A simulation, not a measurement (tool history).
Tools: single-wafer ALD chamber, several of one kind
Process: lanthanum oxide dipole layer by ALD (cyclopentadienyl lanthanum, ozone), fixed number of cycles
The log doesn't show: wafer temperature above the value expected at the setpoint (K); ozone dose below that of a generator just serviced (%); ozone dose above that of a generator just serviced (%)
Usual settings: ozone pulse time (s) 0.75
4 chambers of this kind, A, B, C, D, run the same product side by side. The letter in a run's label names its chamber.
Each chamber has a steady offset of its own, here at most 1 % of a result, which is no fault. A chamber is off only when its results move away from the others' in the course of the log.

run,hour,ozone pulse time (s),hours since the last thermocouple change,hours since the last ozone generator service,"read-back reference wafer on the same gauge, thickness_nm",mean film thickness on the monitor wafer (angstrom)
1B,5.1,0.75,584.6,453.5,0.46806,4.5137
2A,9.5,0.75,714.3,630.4,0.46825,4.5159
3D,15.1,0.75,835.9,347.5,0.46818,4.5003
4C,21.2,0.75,1109.2,48.7,0.46833,4.4445
5B,28.7,0.75,608.2,477.1,0.46846,4.5137
6D,34.4,0.75,855.2,366.8,0.4685,4.5046
7A,38.1,0.75,742.9,659,0.46856,4.5044
8C,45.7,0.75,1133.7,73.2,0.46868,4.4554
9D,51,0.88,871.8,383.4,0.46871,4.7985
10A,58.6,0.88,763.4,679.5,0.46864,4.8126
11B,63,0.88,642.5,511.4,0.46884,4.8251
12C,66.5,0.88,1154.5,94,0.46897,4.74
13C,74.4,0.75,1162.4,101.9,0.46881,4.4566
14D,79,0.75,899.8,411.4,0.46895,4.4993
15A,84.6,0.75,789.4,705.5,0.4691,4.504
16B,92.1,0.75,671.6,540.5,0.46918,4.524
17D,100,0.75,920.8,432.4,0.46929,4.5135
18A,107.1,0.49,811.9,728,0.46946,3.6175
19B,114.4,0.49,693.9,562.8,0.46939,3.6371
20C,121.3,0.49,1209.3,148.8,0.4697,3.6101
21B,128.2,0.49,707.7,576.6,0.46946,3.6361
22D,133.8,0.75,954.6,466.2,0.46946,4.5227
23A,141,0.75,845.8,761.9,0.46972,4.5285
24C,147.5,0.75,1235.5,175,0.46987,4.4766
25A,151.4,0.75,856.2,772.3,0.46988,4.5072
26D,158.9,0.75,979.7,491.3,0.47014,4.5213
27C,165.9,0.65,1253.9,193.4,0.47019,4.1894
28B,171.6,0.65,751.1,620,0.46997,4.2381
29C,177.3,0.65,1265.3,204.8,0.47031,4.1931
30A,185,0.65,889.8,805.9,0.47013,4.2274
31D,190.1,0.75,1010.9,522.5,0.47048,4.5246
32B,194.2,0.75,773.7,642.6,0.47055,4.5344
33D,199.3,0.75,1020.1,531.7,0.4705,4.5194
34A,202.8,0.75,907.6,823.7,0.4706,4.5226
35B,208.6,0.75,788.1,657,0.47063,4.5329
36C,215.6,0.75,1303.6,243.1,0.47072,4.4794
37C,222.4,0.75,1310.4,249.9,0.47079,4.4886
38B,229.5,0.9,809,677.9,0.47071,4.8778
39D,236.9,0.9,1057.7,569.3,0.47092,4.8622
40A,241.8,0.9,946.6,862.7,0.471,4.8628
41B,245.9,0.9,825.4,694.3,0.47101,4.9018

What goes on in this fleet: one chamber off, a drifting gauge, or nothing beyond the chambers' own small offsets? Name the chamber and the cause, if any.

The gauge drifts, so all chambers seem to drift together. No chamber is off.
Cause: gauge reads high (%) = 0.662.
